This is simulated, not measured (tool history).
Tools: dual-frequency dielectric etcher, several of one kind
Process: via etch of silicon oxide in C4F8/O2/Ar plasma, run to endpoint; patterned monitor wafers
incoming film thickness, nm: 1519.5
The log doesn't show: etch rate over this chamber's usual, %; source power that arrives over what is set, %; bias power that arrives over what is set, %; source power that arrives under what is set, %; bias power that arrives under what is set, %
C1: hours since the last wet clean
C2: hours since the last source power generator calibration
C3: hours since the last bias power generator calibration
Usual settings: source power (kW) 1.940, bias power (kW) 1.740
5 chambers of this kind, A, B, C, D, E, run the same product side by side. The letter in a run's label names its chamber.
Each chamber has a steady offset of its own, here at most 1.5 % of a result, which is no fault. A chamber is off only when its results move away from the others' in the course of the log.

-- hour=7.6 chamber D: wet clean of the chamber
run 1B hour=8.5 | source_power_(kW)=1.940 bias_power_(kW)=1.740 | C1=69.6 C2=693.1 C3=964.6 | endpoint_time_(s)=311.74
run 2E hour=12.8 | source_power_(kW)=1.940 bias_power_(kW)=1.740 | C1=424.4 C2=505.1 C3=1534.0 | endpoint_time_(s)=310.76
run 3C hour=21.7 | source_power_(kW)=1.940 bias_power_(kW)=1.740 | C1=83.2 C2=1568.3 C3=683.7 | endpoint_time_(s)=314.44
run 4D hour=27.4 | source_power_(kW)=1.940 bias_power_(kW)=1.740 | C1=19.9 C2=413.4 C3=1896.5 | endpoint_time_(s)=312.42
run 5A hour=36.6 | source_power_(kW)=1.940 bias_power_(kW)=1.740 | C1=266.1 C2=345.8 C3=4381.2 | endpoint_time_(s)=316.95
run 6C hour=46.0 | source_power_(kW)=1.940 bias_power_(kW)=1.740 | C1=107.5 C2=1592.6 C3=708.0 | endpoint_time_(s)=313.66
run 7D hour=51.7 | source_power_(kW)=1.940 bias_power_(kW)=1.740 | C1=44.2 C2=437.7 C3=1920.8 | endpoint_time_(s)=316.61
run 8B hour=59.5 | source_power_(kW)=1.940 bias_power_(kW)=1.740 | C1=120.6 C2=744.1 C3=1015.6 | endpoint_time_(s)=310.56
run 9E hour=64.2 | source_power_(kW)=1.940 bias_power_(kW)=1.740 | C1=475.8 C2=556.5 C3=1585.4 | endpoint_time_(s)=312.03
run 10A hour=72.6 | source_power_(kW)=1.940 bias_power_(kW)=1.740 | C1=302.1 C2=381.8 C3=4417.2 | endpoint_time_(s)=319.95
run 11A hour=81.6 | source_power_(kW)=2.300 bias_power_(kW)=1.740 | C1=311.1 C2=390.8 C3=4426.2 | endpoint_time_(s)=296.24
run 12B hour=88.6 | source_power_(kW)=2.300 bias_power_(kW)=1.740 | C1=149.7 C2=773.2 C3=1044.7 | endpoint_time_(s)=293.86
run 13E hour=95.6 | source_power_(kW)=2.300 bias_power_(kW)=1.740 | C1=507.2 C2=587.9 C3=1616.8 | endpoint_time_(s)=296.24
-- hour=97.0 chamber A: bias power generator calibrated
run 14D hour=102.0 | source_power_(kW)=2.300 bias_power_(kW)=1.740 | C1=94.5 C2=488.0 C3=1971.1 | endpoint_time_(s)=293.76
run 15C hour=110.8 | source_power_(kW)=2.300 bias_power_(kW)=1.740 | C1=172.3 C2=1657.4 C3=772.8 | endpoint_time_(s)=292.58
run 16A hour=116.7 | source_power_(kW)=1.940 bias_power_(kW)=1.740 | C1=346.2 C2=425.9 C3=19.7 | endpoint_time_(s)=318.35
run 17B hour=124.7 | source_power_(kW)=1.940 bias_power_(kW)=1.740 | C1=185.8 C2=809.3 C3=1080.8 | endpoint_time_(s)=313.30
-- hour=126.8 chamber E: wet clean of the chamber
run 18E hour=129.0 | source_power_(kW)=1.940 bias_power_(kW)=1.740 | C1=2.2 C2=621.3 C3=1650.2 | endpoint_time_(s)=311.73
run 19D hour=133.3 | source_power_(kW)=1.940 bias_power_(kW)=1.740 | C1=125.8 C2=519.3 C3=2002.4 | endpoint_time_(s)=317.74
run 20C hour=142.1 | source_power_(kW)=1.940 bias_power_(kW)=1.740 | C1=203.6 C2=1688.7 C3=804.1 | endpoint_time_(s)=311.76
run 21D hour=148.4 | source_power_(kW)=1.940 bias_power_(kW)=1.740 | C1=140.9 C2=534.4 C3=2017.5 | endpoint_time_(s)=316.36
run 22E hour=157.1 | source_power_(kW)=2.230 bias_power_(kW)=1.315 | C1=30.3 C2=649.4 C3=1678.3 | endpoint_time_(s)=317.47
run 23A hour=164.1 | source_power_(kW)=2.230 bias_power_(kW)=1.315 | C1=393.6 C2=473.3 C3=67.1 | endpoint_time_(s)=321.31
run 24C hour=169.2 | source_power_(kW)=2.230 bias_power_(kW)=1.315 | C1=230.7 C2=1715.8 C3=831.2 | endpoint_time_(s)=320.70
run 25B hour=178.5 | source_power_(kW)=2.230 bias_power_(kW)=1.315 | C1=239.6 C2=863.1 C3=1134.6 | endpoint_time_(s)=314.47
run 26E hour=184.7 | source_power_(kW)=2.230 bias_power_(kW)=1.315 | C1=57.9 C2=677.0 C3=1705.9 | endpoint_time_(s)=319.10
run 27C hour=189.2 | source_power_(kW)=1.940 bias_power_(kW)=1.740 | C1=250.7 C2=1735.8 C3=851.2 | endpoint_time_(s)=317.48
run 28D hour=197.0 | source_power_(kW)=1.590 bias_power_(kW)=2.040 | C1=189.5 C2=583.0 C3=2066.1 | endpoint_time_(s)=323.20
run 29B hour=204.9 | source_power_(kW)=1.590 bias_power_(kW)=2.040 | C1=266.0 C2=889.5 C3=1161.0 | endpoint_time_(s)=323.48
run 30A hour=214.4 | source_power_(kW)=1.590 bias_power_(kW)=2.040 | C1=443.9 C2=523.6 C3=117.4 | endpoint_time_(s)=325.46
-- hour=217.3 chamber A: wet clean of the chamber
run 31D hour=221.8 | source_power_(kW)=1.590 bias_power_(kW)=2.040 | C1=214.3 C2=607.8 C3=2090.9 | endpoint_time_(s)=327.26
run 32B hour=229.4 | source_power_(kW)=1.590 bias_power_(kW)=2.040 | C1=290.5 C2=914.0 C3=1185.5 | endpoint_time_(s)=320.55
run 33C hour=238.8 | source_power_(kW)=1.940 bias_power_(kW)=1.740 | C1=300.3 C2=1785.4 C3=900.8 | endpoint_time_(s)=317.08
run 34E hour=247.7 | source_power_(kW)=1.940 bias_power_(kW)=1.740 | C1=120.9 C2=740.0 C3=1768.9 | endpoint_time_(s)=314.57
run 35A hour=254.3 | source_power_(kW)=1.940 bias_power_(kW)=1.740 | C1=37.0 C2=563.5 C3=157.3 | endpoint_time_(s)=314.87
run 36B hour=260.9 | source_power_(kW)=2.190 bias_power_(kW)=1.740 | C1=322.0 C2=945.5 C3=1217.0 | endpoint_time_(s)=295.57

Is one chamber off against the others, does the gauge drift, or is nothing wrong? If a chamber is off, say which, and what the likeliest cause is.

No chamber stands off beyond its own small offset, and the gauge holds steady.
